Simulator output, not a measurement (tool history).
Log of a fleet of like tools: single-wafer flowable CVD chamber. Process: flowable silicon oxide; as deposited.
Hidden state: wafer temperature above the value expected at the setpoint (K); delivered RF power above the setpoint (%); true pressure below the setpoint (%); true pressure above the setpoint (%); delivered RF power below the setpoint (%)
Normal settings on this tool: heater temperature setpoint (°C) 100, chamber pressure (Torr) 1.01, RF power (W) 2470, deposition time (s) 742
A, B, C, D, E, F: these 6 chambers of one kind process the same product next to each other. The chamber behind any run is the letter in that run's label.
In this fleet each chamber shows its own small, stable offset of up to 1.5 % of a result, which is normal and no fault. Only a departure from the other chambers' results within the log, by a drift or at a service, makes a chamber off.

run,hour,heater temperature setpoint (°C),chamber pressure (Torr),RF power (W),deposition time (s),hours since the last thermocouple change,hours since the last RF generator calibration,hours since the last manometer calibration,"read-back reference wafer on the same gauge, thickness_nm",mean film thickness on the monitor wafer (Å)
1F,11.8,100,1.01,2470,742,698.2,1093.7,1079.4,624.17,6276.6
2B,22.6,100,1.01,2470,742,1046.8,107.4,484.5,623.71,6324.1
3A,35.9,100,1.01,2470,742,180,385.1,1811.7,624.44,6233.4
4D,48.7,100,1.01,2470,742,507.1,738.3,1318.9,624.23,6200.3
5C,60.3,100,1.01,2470,742,2507.6,1684.7,359.5,624.23,6198.2
6E,68.4,100,1.01,2470,742,625.7,1751.4,248.7,624.07,6239.1
7D,74.9,100,1.01,2470,742,533.3,764.5,1345.1,624.22,6191.9
8C,81,100,1.01,2470,742,2528.3,1705.4,380.2,623.2,6199.5
9F,86.9,100,1.01,2470,742,773.3,1168.8,1154.5,624.54,6306.7
# hour 88.6: chamber E: RF generator calibrated
10B,100.3,100,1.01,2470,742,1124.5,185.1,562.2,624.27,6342.4
11E,113.8,100,1.01,2470,742,671.1,25.2,294.1,623.99,6246.1
12A,125.6,100,0.77,2470,742,269.7,474.8,1901.4,623.96,4409.6
13D,137.5,100,0.77,2470,742,595.9,827.1,1407.7,623.91,4389.8
14F,143.6,100,0.77,2470,742,830,1225.5,1211.2,624.17,4430.6
15B,152.4,100,0.77,2470,742,1176.6,237.2,614.3,624.06,4489.4
16A,160.4,100,0.77,2470,742,304.5,509.6,1936.2,624.18,4400
17C,172,100,0.77,2470,742,2619.3,1796.4,471.2,623.9,4435.3
18E,179.9,100,1.01,2470,742,737.2,91.3,360.2,623.49,6253
# hour 182.2: chamber F: thermocouple changed; heater temperature recalibrated
19A,192.2,100,1.01,2470,742,336.3,541.4,1968,624.43,6211.2
20C,205.3,100,1.01,2470,742,2652.6,1829.7,504.5,624.1,6250.2
21F,217.7,100,1.01,2470,742,35.6,1299.6,1285.3,624.64,6064.1
22D,225.3,100,1.01,2470,742,683.7,914.9,1495.5,624.5,6195.4
23E,238,100,1.01,2470,742,795.3,149.4,418.3,623.55,6279.2
24B,245.6,100,1.01,2470,742,1269.8,330.4,707.5,624.32,6314.3
# hour 252.6: chamber C: RF generator calibrated
25D,253.4,100,1.01,2470,742,711.8,943,1523.6,624.85,6206.6
# hour 261.4: chamber A: capacitance manometer re-zeroed and calibrated
26A,262.7,100,1.01,2470,742,406.8,611.9,1.3,623.6,6215.8
27F,276,100,1.01,2820,742,93.9,1357.9,1343.6,623.88,6161.4
28C,283.6,100,1.01,2820,742,2730.9,31,582.8,623.9,6284.2
29B,297.2,100,1.01,2820,742,1321.4,382,759.1,624.2,6423.6
30E,310,100,1.01,2820,742,867.3,221.4,490.3,623.86,6357.9
31A,319.3,100,1.01,2820,742,463.4,668.5,57.9,624.09,6341.1
# hour 329.8: chamber D: capacitance manometer re-zeroed and calibrated
32F,331.8,100,1.01,2820,742,149.7,1413.7,1399.4,624.17,6119.4
33C,340.8,100,1.01,2470,742,2788.1,88.2,640,624.26,6203.1
34D,354,100,1.01,2470,742,812.4,1043.6,24.3,624.54,6228.3
35E,365.9,100,1.19,2470,825,923.2,277.3,546.2,624.43,8367.3
36B,378.5,100,1.19,2470,825,1402.7,463.3,840.4,624.09,8507.9
37A,387.9,100,1.19,2470,825,532,737.1,126.5,624.02,8352.3
38E,401.4,100,1.19,2470,825,958.7,312.8,581.7,623.93,8369.7

What goes on in this fleet: one chamber off, a drifting gauge, or nothing beyond the chambers' own small offsets? Name the chamber and the cause, if any.

The work done on chamber F during a service left it standing apart from the others.
Cause: wafer temperature above the value expected at the setpoint (K) = 1.03.

Chamber F could run next with any of the 4 candidate recipes listed below; each alters the usual settings, and their results appear as question marks. Which one brings its results back in line with what the other chambers deliver on the usual settings?
Maximum distance from the other chambers' mean on the usual settings for a result to count as in line: mean film thickness on the monitor wafer (Å) 68
39F-1,411.1,100,1.01,2035,742,,,,,?
39F-2,411.1,101,1,2470,738,,,,,?
39F-3,411.1,100,1.03,2475,748,,,,,?
39F-4,411.1,100,1.04,2475,753,,,,,?

Mean of the other chambers on the usual settings: mean film thickness on the monitor wafer (Å) 6236.2
run,mean film thickness on the monitor wafer (Å)
39F-1,5865.8
39F-2,5754.8
39F-3,6259
39F-4,6375.9
The right change is 39F-3: it brings the chamber back within the allowed miss of the others.
